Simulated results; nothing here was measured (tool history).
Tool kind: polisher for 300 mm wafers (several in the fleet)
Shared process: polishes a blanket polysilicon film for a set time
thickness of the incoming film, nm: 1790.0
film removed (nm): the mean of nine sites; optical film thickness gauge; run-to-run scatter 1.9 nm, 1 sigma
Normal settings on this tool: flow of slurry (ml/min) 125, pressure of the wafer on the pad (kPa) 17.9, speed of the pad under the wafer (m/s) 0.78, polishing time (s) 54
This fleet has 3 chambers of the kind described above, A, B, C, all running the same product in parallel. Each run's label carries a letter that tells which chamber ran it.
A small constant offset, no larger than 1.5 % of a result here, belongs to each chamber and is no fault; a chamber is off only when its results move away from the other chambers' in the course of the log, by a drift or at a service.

run   hour  flow of slurry (ml/min)  pressure of the wafer on the pad (kPa)  speed of the pad under the wafer (m/s)  polishing time (s)  wafers polished on this pad  hours since the slurry nozzle was cleaned  hours since the head pressure was calibrated  film removed (nm)
       8.2  -- chamber C: worn pad replaced by a new one
 1A    8.3                      125                                    17.9                                    0.78                  54                          576                                      413.4                                         432.5             303.61
      10.5  -- chamber B: worn pad replaced by a new one
      13.2  -- chamber C: head pressure recalibrated
 2C   18.8                      125                                    17.9                                    0.78                  54                          143                                       60.4                                           5.7             304.28
      28.6  -- chamber A: worn pad replaced by a new one
 3B   32.2                      125                                    17.9                                    0.78                  54                          294                                      134.7                                         670.2             304.06
 4C   45.6                      125                                    17.9                                    0.78                  54                          506                                       87.2                                          32.5             306.89
 5A   58.4                      125                                    17.9                                    0.78                  54                          404                                      463.5                                         482.6             298.34
 6B   64.9                      125                                    17.9                                    0.78                  54                          737                                      167.4                                         702.9             303.64
 7B   71.5                      125                                    17.9                                    0.78                  54                          826                                        174                                         709.5             306.56
      82.8  -- chamber B: worn pad replaced by a new one
      82.9  -- chamber C: worn pad replaced by a new one
 8A   85.7                      125                                    17.9                                    0.78                  54                          773                                      490.8                                         509.9             293.65
      90.2  -- chamber A: worn pad replaced by a new one
 9C     99                      125                                    17.9                                    0.78                  54                          219                                      140.6                                          85.9             312.29
     102.3  -- chamber B: head pressure recalibrated
10A  109.5                      125                                    17.9                                    0.78                  54                          262                                      514.6                                         533.7             293.42
11C  116.6                      125                                    17.9                                    0.78                  54                          457                                      158.2                                         103.5             305.93
12B  126.1                      125                                    17.9                                    0.78                  54                          586                                      228.6                                          23.9             307.64
     138.1  -- chamber A: slurry nozzle cleaned
13A  138.3                      125                                    17.9                                    0.78                  54                          652                                        0.3                                         562.5             294.39
     143.7  -- chamber C: worn pad replaced by a new one
14C  147.5                      125                                    17.9                                    0.78                  54                           52                                      189.1                                         134.4             303.61
     153.5  -- chamber B: worn pad replaced by a new one
15B  159.2                      125                                    12.4                                    0.78                  54                           77                                      261.7                                            57             211.47
     162.1  -- chamber A: worn pad replaced by a new one
16A  173.6                      125                                    12.4                                    0.78                  54                          155                                       35.6                                         597.8             200.33
17C  186.9                      125                                    12.4                                    0.78                  54                          585                                      228.5                                         173.8             212.11
18B  196.7                      125                                    17.9                                    0.78                  54                          584                                      299.2                                          94.5             307.73
19B  204.9                      125                                    17.9                                    0.78                  54                          695                                      307.4                                         102.7             308.31
     212.3  -- chamber C: worn pad replaced by a new one
20C  213.7                      125                                    17.9                                    0.78                  54                           20                                      255.3                                         200.6             309.49
     218.1  -- chamber B: worn pad replaced by a new one
21A  227.8                      125                                    17.9                                    0.78                  54                          889                                       89.8                                           652             287.24
     233.7  -- chamber A: worn pad replaced by a new one
22C  236.7                      125                                    17.9                                    0.78                  54                          331                                      278.3                                         223.6             303.38
23B    243                      125                                    17.9                                    0.78                  54                          337                                      345.5                                         140.8             305.11
24A  256.5                      125                                    17.9                                    0.78                  54                          309                                      118.5                                         680.7             285.53
25B    270                      125                                    17.9                                    0.78                  54                          702                                      372.5                                         167.8             305.83
26A  283.7                      125                                    17.9                                    0.78                  54                          677                                      145.7                                         707.9             281.34
     284.5  -- chamber C: worn pad replaced by a new one
     284.6  -- chamber B: worn pad replaced by a new one
27C  294.6                      125                                    15.2                                    0.78                  54                          137                                      336.2                                         281.5              262.1
     297.9  -- chamber A: worn pad replaced by a new one
28A  303.1                      125                                    15.2                                    0.78                  54                           71                                      165.1                                         727.3             239.35
29C  311.7                      125                                    15.2                                    0.78                  54                          369                                      353.3                                         298.6             258.66
30B  322.7                      125                                    17.9                                    0.78                  54                          515                                      425.2                                         220.5             304.14
31C  332.2                      125                                    17.9                                       1                  54                          646                                      373.8                                         319.1             394.14
32A  342.2                      125                                    17.9                                       1                  54                          600                                      204.2                                         766.4             353.92

Is one chamber out of step, is the gauge drifting, or do the chambers differ by no more than their own small offsets? For an off chamber, give its letter and the likeliest cause.

Little by little, chamber A moves away from the other chambers.
What lies behind it: head's pressure below its setpoint, % = 8.04.

Which of the 4 candidates below, each the usual settings with something changed and its results left as question marks, puts chamber A back in line with what the other chambers give on the usual settings?
To be in line, a result may differ from the other chambers' mean on the usual settings by at most: film removed (nm) 6.5
33A-1  352.6                      125                                    17.9                                    0.74                  52                                                                                                                                        ?
33A-2  352.6                      125                                    17.2                                    0.78                  54                                                                                                                                        ?
33A-3  352.6                      125                                    17.9                                    0.78                  57                                                                                                                                        ?
33A-4  352.6                      125                                    18.6                                     0.8                  56                                                                                                                                        ?

Average result of the remaining chambers running the usual settings: film removed (nm) 306.15
  run  film removed (nm)
33A-1             253.88
33A-2             266.97
33A-3             293.21
33A-4             306.88
33A-4 is the one that brings the chamber's results back in line with the other chambers.
